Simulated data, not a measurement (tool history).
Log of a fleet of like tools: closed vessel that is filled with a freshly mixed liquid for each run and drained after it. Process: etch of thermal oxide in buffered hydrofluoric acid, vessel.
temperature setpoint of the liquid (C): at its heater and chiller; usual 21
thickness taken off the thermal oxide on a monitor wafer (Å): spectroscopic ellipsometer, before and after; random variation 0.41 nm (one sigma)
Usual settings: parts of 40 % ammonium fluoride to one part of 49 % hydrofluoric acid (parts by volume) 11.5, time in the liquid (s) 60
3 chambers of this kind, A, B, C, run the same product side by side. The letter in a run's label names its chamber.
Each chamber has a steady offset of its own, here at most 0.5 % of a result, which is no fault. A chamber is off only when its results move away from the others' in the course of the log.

run   hour  temperature setpoint of the liquid (C)  parts of 40 % ammonium fluoride to one part of 49 % hydrofluoric acid (parts by volume)  time in the liquid (s)  read-back film thickness of the thermal oxide reference wafer, read on the same gauge (nm)  thickness taken off the thermal oxide on a monitor wafer (Å)
 1A    4.2                                      21                                                                                     11.5                      60                                                                                      30.021                                                        487.32
 2B    7.8                                      21                                                                                     11.5                      60                                                                                      29.990                                                        491.75
 3C   11.9                                      21                                                                                     11.5                      60                                                                                      30.035                                                        484.91
 4A   16.2                                      21                                                                                     11.5                      60                                                                                      30.029                                                        493.82
 5B   19.3                                      21                                                                                     11.5                      60                                                                                      30.020                                                        498.61
 6C   22.3                                      21                                                                                     14.0                      95                                                                                      29.984                                                        639.66
 7B   25.9                                      21                                                                                     14.0                      95                                                                                      30.036                                                        651.84
 8A   29.5                                      21                                                                                     14.0                      95                                                                                      29.995                                                        638.13
 9C   32.0                                      21                                                                                     11.5                      60                                                                                      30.005                                                        493.40
10A   34.8                                      21                                                                                     11.5                      60                                                                                      30.047                                                        490.99
11C   38.4                                      21                                                                                     11.5                      60                                                                                      30.009                                                        485.28
12B   41.6                                      21                                                                                     11.5                      60                                                                                      29.998                                                        500.35
13B   44.0                                      21                                                                                     11.5                      60                                                                                      29.992                                                        497.38
14C   48.0                                      21                                                                                     11.5                      60                                                                                      29.982                                                        487.36
15A   50.9                                      21                                                                                     11.5                      60                                                                                      29.982                                                        494.85
16C   55.1                                      21                                                                                     11.5                      60                                                                                      30.022                                                        489.32
17A   59.3                                      21                                                                                     11.5                      60                                                                                      30.025                                                        495.27
18B   62.9                                      21                                                                                     11.5                      60                                                                                      30.032                                                        498.33
19C   65.8                                      21                                                                                     11.5                      60                                                                                      30.017                                                        501.68
20B   69.7                                      21                                                                                     11.5                      60                                                                                      29.997                                                        500.00
21A   71.9                                      21                                                                                     11.5                      60                                                                                      29.996                                                        489.63
22B   75.3                                      21                                                                                     11.5                      60                                                                                      30.031                                                        508.99
23A   79.6                                      21                                                                                     11.5                      60                                                                                      30.005                                                        498.17
24C   83.1                                      21                                                                                     11.5                      60                                                                                      29.999                                                        490.54
25A   86.3                                      21                                                                                      9.0                      60                                                                                      29.966                                                        596.64
26C   89.0                                      21                                                                                      9.0                      60                                                                                      29.970                                                        598.08
27B   91.5                                      21                                                                                      9.0                      60                                                                                      29.991                                                        631.34
28C   95.0                                      21                                                                                     11.5                      60                                                                                      29.968                                                        489.54
29B   97.6                                      21                                                                                     11.5                      60                                                                                      30.003                                                        507.77
30A  100.6                                      21                                                                                     11.5                      60                                                                                      30.018                                                        497.89
31B  104.8                                      21                                                                                     11.5                      60                                                                                      29.944                                                        509.24
32A  106.9                                      21                                                                                     11.5                      60                                                                                      30.024                                                        494.83
33C  109.1                                      21                                                                                     11.5                      60                                                                                      30.008                                                        489.36
34C  111.9                                      21                                                                                     11.5                      60                                                                                      29.992                                                        487.41
35B  114.2                                      21                                                                                     11.5                      60                                                                                      29.993                                                        514.15
36A  116.5                                      21                                                                                     11.5                      60                                                                                      30.012                                                        496.32
37B  120.4                                      21                                                                                     11.5                      60                                                                                      30.007                                                        509.98
38C  122.9                                      21                                                                                     11.5                      60                                                                                      30.017                                                        488.56
39A  124.7                                      21                                                                                     11.5                      60                                                                                      29.993                                                        496.67
40A  128.4                                      19                                                                                     11.5                      30                                                                                      30.021                                                        218.19
41C  131.5                                      19                                                                                     11.5                      30                                                                                      29.966                                                        217.17
42B  134.5                                      19                                                                                     11.5                      30                                                                                      30.030                                                        236.49

What goes on in this fleet: one chamber off, a drifting gauge, or nothing beyond the chambers' own small offsets? Name the chamber and the cause, if any.

Chamber B drifts away from the others.
Cause: liquid hotter than its thermometer reads (K) = 0.842.
The log may not tell that from: hydrofluoric acid flow above the setpoint (%).

Here are 4 candidates for chamber B's next run, each the usual settings with a change, their results left as question marks. Which one brings its results back in line with what the others give on the usual settings?
In line means no further than this from the other chambers' mean on the usual settings: thickness taken off the thermal oxide on a monitor wafer (Å) 14.00
43B-1  137.6                                      21                                                                                     11.0                      60                                                                                                                                                         ?
43B-2  137.6                                      19                                                                                     11.5                      60                                                                                                                                                         ?
43B-3  137.6                                      20                                                                                     11.5                      60                                                                                                                                                         ?
43B-4  137.6                                      23                                                                                     11.5                      60                                                                                                                                                         ?

The other chambers' mean on the usual settings: thickness taken off the thermal oxide on a monitor wafer (Å) 491.48
  run  thickness taken off the thermal oxide on a monitor wafer (Å)
43B-1                                                        542.89
43B-2                                                        464.97
43B-3                                                        491.69
43B-4                                                        579.52
43B-3 brings the chamber back in line.
